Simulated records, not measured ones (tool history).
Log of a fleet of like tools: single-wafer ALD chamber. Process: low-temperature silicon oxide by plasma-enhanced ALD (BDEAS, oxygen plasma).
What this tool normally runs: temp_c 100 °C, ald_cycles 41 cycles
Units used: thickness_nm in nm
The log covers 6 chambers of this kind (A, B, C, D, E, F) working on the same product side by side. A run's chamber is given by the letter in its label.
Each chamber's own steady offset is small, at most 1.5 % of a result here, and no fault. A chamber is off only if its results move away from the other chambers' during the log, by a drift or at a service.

run	hour	temp_c	ald_cycles	hours since the last thermocouple change	read-back reference wafer on the same gauge, thickness_nm	thickness_nm
1B	7.5	100	41	1061.4	6.9974	5.8434
2E	15.2	100	41	1395.8	6.999	5.875
3F	27.5	100	41	1811.3	6.9959	5.9104
4D	37.8	100	41	579.6	6.998	5.8715
5C	45.9	100	41	1363.6	6.9961	5.9217
6A	58.6	100	41	505	6.9927	5.854
7A	68.8	100	41	515.2	6.9926	5.8518
8E	78.4	100	41	1459	6.9906	5.8757
9B	92.8	89	41	1146.7	6.988	6.066
10C	103.2	89	41	1420.9	6.9852	6.1377
11F	109.9	89	41	1893.7	6.9871	6.1478
12D	118.1	89	41	659.9	6.9862	6.1153
13E	127	89	41	1507.6	6.9835	6.091
14C	137.3	89	41	1455	6.9812	6.1379
15F	145.9	95	34	1929.7	6.9818	4.9844
16B	156.2	95	34	1210.1	6.9816	4.9356
17A	164.1	95	34	610.5	6.9802	4.9266
18D	175.3	95	34	717.1	6.98	4.959
19E	186.6	95	34	1567.2	6.9771	4.9471
20B	198.1	95	34	1252	6.9759	4.9183
21F	211.6	105	34	1995.4	6.9722	4.8432
22D	221.5	105	34	763.3	6.9737	4.8076
23C	233.7	105	34	1551.4	6.9726	4.8392
24A	242.5	105	34	688.9	6.9719	4.7933
25B	251.7	105	34	1305.6	6.9667	4.7845
26F	258.8	105	34	2042.6	6.9695	4.8495
27E	270.3	100	41	1650.9	6.9664	5.8597
# hour 275: chamber B: thermocouple changed; heater temperature recalibrated
28A	281.7	100	41	728.1	6.9658	5.8015
29C	290.9	100	41	1608.6	6.9679	5.8725
30D	298	100	41	839.8	6.9638	5.8429
31C	307.8	100	41	1625.5	6.959	5.8686
32A	319.9	100	41	766.3	6.9616	5.8147
33B	332.6	100	41	57.7	6.9581	5.8249
34E	345.1	100	41	1725.7	6.9573	5.8403
35D	352.6	100	41	894.4	6.9566	5.8592
# hour 360.6: chamber F: thermocouple changed; heater temperature recalibrated
36F	362.8	100	36	2.3	6.954	5.1572

Next, all 6 chambers run the settings below, one line each with question marks for the results. What does each chamber give?
37A	373.2	100	41			?
37B	373.2	100	41			?
37C	373.2	100	41			?
37D	373.2	100	41			?
37E	373.2	100	41			?
37F	373.2	100	41			?

run	thickness_nm
37A	5.8012
37B	5.8212
37C	5.8796
37D	5.8371
37E	5.8386
37F	5.8913
